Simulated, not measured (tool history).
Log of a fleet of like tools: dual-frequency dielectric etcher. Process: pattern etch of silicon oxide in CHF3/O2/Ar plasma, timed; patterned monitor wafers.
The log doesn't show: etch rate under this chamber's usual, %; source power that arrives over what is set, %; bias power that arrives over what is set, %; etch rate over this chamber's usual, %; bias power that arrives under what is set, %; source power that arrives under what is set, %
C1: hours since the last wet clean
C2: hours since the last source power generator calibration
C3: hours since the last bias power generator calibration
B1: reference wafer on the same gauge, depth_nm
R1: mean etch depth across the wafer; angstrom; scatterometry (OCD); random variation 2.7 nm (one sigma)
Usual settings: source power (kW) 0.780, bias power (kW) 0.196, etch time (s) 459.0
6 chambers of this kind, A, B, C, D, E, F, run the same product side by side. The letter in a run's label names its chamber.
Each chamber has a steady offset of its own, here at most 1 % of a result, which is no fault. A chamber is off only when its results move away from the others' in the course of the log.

{"run": "1E", "hour": 8.8, "source power (kW)": 0.78, "bias power (kW)": 0.196, "etch time (s)": 459.0, "C1": 355.4, "C2": 1901.0, "C3": 1782.7, "B1": 1090.0, "R1": 10291.0}
{"run": "2B", "hour": 16.2, "source power (kW)": 0.78, "bias power (kW)": 0.196, "etch time (s)": 459.0, "C1": 85.7, "C2": 2032.5, "C3": 1328.7, "B1": 1090.7, "R1": 10398.0}
{"run": "3D", "hour": 22.5, "source power (kW)": 0.78, "bias power (kW)": 0.196, "etch time (s)": 459.0, "C1": 320.5, "C2": 1135.4, "C3": 4122.2, "B1": 1090.1, "R1": 10257.0}
{"run": "4C", "hour": 26.8, "source power (kW)": 0.78, "bias power (kW)": 0.196, "etch time (s)": 459.0, "C1": 512.2, "C2": 2863.8, "C3": 1461.6, "B1": 1089.5, "R1": 10344.0}
{"run": "5F", "hour": 34.2, "source power (kW)": 0.78, "bias power (kW)": 0.196, "etch time (s)": 459.0, "C1": 103.8, "C2": 1460.8, "C3": 2338.0, "B1": 1090.7, "R1": 10307.0}
{"run": "6A", "hour": 39.8, "source power (kW)": 0.78, "bias power (kW)": 0.196, "etch time (s)": 459.0, "C1": 325.0, "C2": 587.4, "C3": 3452.3, "B1": 1089.9, "R1": 10269.0}
{"run": "7B", "hour": 48.5, "source power (kW)": 0.78, "bias power (kW)": 0.196, "etch time (s)": 459.0, "C1": 118.0, "C2": 2064.8, "C3": 1361.0, "B1": 1090.6, "R1": 10376.0}
{"run": "8A", "hour": 56.7, "source power (kW)": 0.87, "bias power (kW)": 0.174, "etch time (s)": 459.0, "C1": 341.9, "C2": 604.3, "C3": 3469.2, "B1": 1089.7, "R1": 10345.0}
{"hour": 59.5, "done": "chamber C: wet clean of the chamber"}
{"run": "9F", "hour": 66.0, "source power (kW)": 0.87, "bias power (kW)": 0.174, "etch time (s)": 459.0, "C1": 135.6, "C2": 1492.6, "C3": 2369.8, "B1": 1090.3, "R1": 10338.0}
{"run": "10C", "hour": 70.9, "source power (kW)": 0.87, "bias power (kW)": 0.174, "etch time (s)": 459.0, "C1": 11.5, "C2": 2907.9, "C3": 1505.7, "B1": 1089.3, "R1": 10367.0}
{"run": "11E", "hour": 78.1, "source power (kW)": 0.87, "bias power (kW)": 0.174, "etch time (s)": 459.0, "C1": 424.7, "C2": 1970.3, "C3": 1852.0, "B1": 1089.6, "R1": 10404.0}
{"run": "12D", "hour": 83.4, "source power (kW)": 0.87, "bias power (kW)": 0.174, "etch time (s)": 459.0, "C1": 381.4, "C2": 1196.3, "C3": 4183.1, "B1": 1089.9, "R1": 10308.0}
{"hour": 90.2, "done": "chamber A: bias power generator calibrated"}
{"run": "13F", "hour": 90.6, "source power (kW)": 0.87, "bias power (kW)": 0.174, "etch time (s)": 459.0, "C1": 160.2, "C2": 1517.2, "C3": 2394.4, "B1": 1089.7, "R1": 10331.0}
{"run": "14A", "hour": 97.7, "source power (kW)": 0.78, "bias power (kW)": 0.196, "etch time (s)": 459.0, "C1": 382.9, "C2": 645.3, "C3": 7.5, "B1": 1089.6, "R1": 10303.0}
{"run": "15C", "hour": 103.7, "source power (kW)": 0.78, "bias power (kW)": 0.158, "etch time (s)": 459.0, "C1": 44.3, "C2": 2940.7, "C3": 1538.5, "B1": 1090.1, "R1": 9641.3}
{"run": "16E", "hour": 109.4, "source power (kW)": 0.78, "bias power (kW)": 0.158, "etch time (s)": 459.0, "C1": 456.0, "C2": 2001.6, "C3": 1883.3, "B1": 1090.0, "R1": 9639.1}
{"run": "17D", "hour": 117.7, "source power (kW)": 0.78, "bias power (kW)": 0.158, "etch time (s)": 459.0, "C1": 415.7, "C2": 1230.6, "C3": 4217.4, "B1": 1089.6, "R1": 9576.9}
{"run": "18B", "hour": 122.4, "source power (kW)": 0.78, "bias power (kW)": 0.158, "etch time (s)": 459.0, "C1": 191.9, "C2": 2138.7, "C3": 1434.9, "B1": 1089.4, "R1": 9648.9}
{"hour": 123.1, "done": "chamber E: wet clean of the chamber"}
{"run": "19D", "hour": 131.9, "source power (kW)": 0.78, "bias power (kW)": 0.158, "etch time (s)": 459.0, "C1": 429.9, "C2": 1244.8, "C3": 4231.6, "B1": 1091.0, "R1": 9578.1}
{"run": "20A", "hour": 138.8, "source power (kW)": 0.78, "bias power (kW)": 0.158, "etch time (s)": 459.0, "C1": 424.0, "C2": 686.4, "C3": 48.6, "B1": 1089.5, "R1": 9603.8}
{"run": "21B", "hour": 144.0, "source power (kW)": 0.78, "bias power (kW)": 0.223, "etch time (s)": 549.0, "C1": 213.5, "C2": 2160.3, "C3": 1456.5, "B1": 1090.0, "R1": 12953.0}
{"run": "22F", "hour": 148.2, "source power (kW)": 0.78, "bias power (kW)": 0.223, "etch time (s)": 549.0, "C1": 217.8, "C2": 1574.8, "C3": 2452.0, "B1": 1089.6, "R1": 12813.0}
{"run": "23E", "hour": 155.3, "source power (kW)": 0.78, "bias power (kW)": 0.223, "etch time (s)": 549.0, "C1": 32.3, "C2": 2047.5, "C3": 1929.2, "B1": 1090.6, "R1": 12878.0}
{"run": "24C", "hour": 161.0, "source power (kW)": 0.78, "bias power (kW)": 0.223, "etch time (s)": 549.0, "C1": 101.6, "C2": 2998.0, "C3": 1595.8, "B1": 1089.9, "R1": 12982.0}
{"run": "25D", "hour": 170.6, "source power (kW)": 0.78, "bias power (kW)": 0.223, "etch time (s)": 549.0, "C1": 468.6, "C2": 1283.5, "C3": 4270.3, "B1": 1089.7, "R1": 12844.0}
{"hour": 177.1, "done": "chamber A: wet clean of the chamber"}
{"run": "26A", "hour": 178.4, "source power (kW)": 0.78, "bias power (kW)": 0.223, "etch time (s)": 549.0, "C1": 1.4, "C2": 726.0, "C3": 88.2, "B1": 1089.5, "R1": 12432.0}
{"run": "27E", "hour": 184.1, "source power (kW)": 0.66, "bias power (kW)": 0.196, "etch time (s)": 367.5, "C1": 61.1, "C2": 2076.3, "C3": 1958.0, "B1": 1089.9, "R1": 7742.8}
{"run": "28B", "hour": 188.3, "source power (kW)": 0.66, "bias power (kW)": 0.196, "etch time (s)": 367.5, "C1": 257.8, "C2": 2204.6, "C3": 1500.8, "B1": 1090.7, "R1": 7767.5}
{"run": "29C", "hour": 196.2, "source power (kW)": 0.66, "bias power (kW)": 0.196, "etch time (s)": 367.5, "C1": 136.8, "C2": 3033.2, "C3": 1631.0, "B1": 1089.8, "R1": 7776.9}
{"run": "30F", "hour": 205.3, "source power (kW)": 0.66, "bias power (kW)": 0.196, "etch time (s)": 367.5, "C1": 274.9, "C2": 1631.9, "C3": 2509.1, "B1": 1090.6, "R1": 7728.3}
{"run": "31C", "hour": 212.9, "source power (kW)": 0.66, "bias power (kW)": 0.196, "etch time (s)": 367.5, "C1": 153.5, "C2": 3049.9, "C3": 1647.7, "B1": 1089.3, "R1": 7748.6}
{"run": "32F", "hour": 218.2, "source power (kW)": 0.66, "bias power (kW)": 0.196, "etch time (s)": 367.5, "C1": 287.8, "C2": 1644.8, "C3": 2522.0, "B1": 1090.9, "R1": 7779.4}
{"run": "33D", "hour": 226.1, "source power (kW)": 0.78, "bias power (kW)": 0.196, "etch time (s)": 459.0, "C1": 524.1, "C2": 1339.0, "C3": 4325.8, "B1": 1089.4, "R1": 10248.0}
{"hour": 231.4, "done": "chamber D: wet clean of the chamber"}
{"run": "34E", "hour": 232.8, "source power (kW)": 0.78, "bias power (kW)": 0.196, "etch time (s)": 459.0, "C1": 109.8, "C2": 2125.0, "C3": 2006.7, "B1": 1089.9, "R1": 10267.0}
{"run": "35B", "hour": 241.4, "source power (kW)": 0.78, "bias power (kW)": 0.196, "etch time (s)": 459.0, "C1": 310.9, "C2": 2257.7, "C3": 1553.9, "B1": 1090.5, "R1": 10340.0}
{"run": "36A", "hour": 247.9, "source power (kW)": 0.78, "bias power (kW)": 0.196, "etch time (s)": 506.5, "C1": 70.9, "C2": 795.5, "C3": 157.7, "B1": 1090.1, "R1": 10989.0}
{"run": "37D", "hour": 253.2, "source power (kW)": 0.78, "bias power (kW)": 0.196, "etch time (s)": 506.5, "C1": 21.9, "C2": 1366.1, "C3": 4352.9, "B1": 1090.2, "R1": 11319.0}
{"run": "38B", "hour": 261.0, "source power (kW)": 0.78, "bias power (kW)": 0.196, "etch time (s)": 506.5, "C1": 330.5, "C2": 2277.3, "C3": 1573.5, "B1": 1090.0, "R1": 11426.0}
{"run": "39A", "hour": 265.8, "source power (kW)": 0.78, "bias power (kW)": 0.196, "etch time (s)": 506.5, "C1": 88.8, "C2": 813.4, "C3": 175.6, "B1": 1089.3, "R1": 10939.0}
{"run": "40E", "hour": 275.1, "source power (kW)": 0.78, "bias power (kW)": 0.196, "etch time (s)": 506.5, "C1": 152.1, "C2": 2167.3, "C3": 2049.0, "B1": 1090.1, "R1": 11406.0}
{"run": "41C", "hour": 281.6, "source power (kW)": 0.78, "bias power (kW)": 0.196, "etch time (s)": 506.5, "C1": 222.2, "C2": 3118.6, "C3": 1716.4, "B1": 1089.3, "R1": 11412.0}

What goes on in this fleet: one chamber off, a drifting gauge, or nothing beyond the chambers' own small offsets? Name the chamber and the cause, if any.

A service left chamber A off against the others.
Cause: etch rate under this chamber's usual, % = 3.44.

Here are 4 candidates for chamber A's next run, each the usual settings with a change, their results left as question marks. Which one brings its results back in line with what the others give on the usual settings?
In line means no further than this from the other chambers' mean on the usual settings: R1 95.0 angstrom
{"run": "42A-1", "hour": 288.6, "source power (kW)": 0.78, "bias power (kW)": 0.174, "etch time (s)": 459.0, "R1": "?"}
{"run": "42A-2", "hour": 288.6, "source power (kW)": 0.78, "bias power (kW)": 0.156, "etch time (s)": 459.0, "R1": "?"}
{"run": "42A-3", "hour": 288.6, "source power (kW)": 0.82, "bias power (kW)": 0.205, "etch time (s)": 459.0, "R1": "?"}
{"run": "42A-4", "hour": 288.6, "source power (kW)": 0.8, "bias power (kW)": 0.199, "etch time (s)": 490.5, "R1": "?"}

The other chambers' mean on the usual settings: R1 10326.0 angstrom
run=42A-1 R1=9554.0
run=42A-2 R1=9217.3
run=42A-3 R1=10293.0
run=42A-4 R1=10786.0
42A-3 brings the chamber back in line.

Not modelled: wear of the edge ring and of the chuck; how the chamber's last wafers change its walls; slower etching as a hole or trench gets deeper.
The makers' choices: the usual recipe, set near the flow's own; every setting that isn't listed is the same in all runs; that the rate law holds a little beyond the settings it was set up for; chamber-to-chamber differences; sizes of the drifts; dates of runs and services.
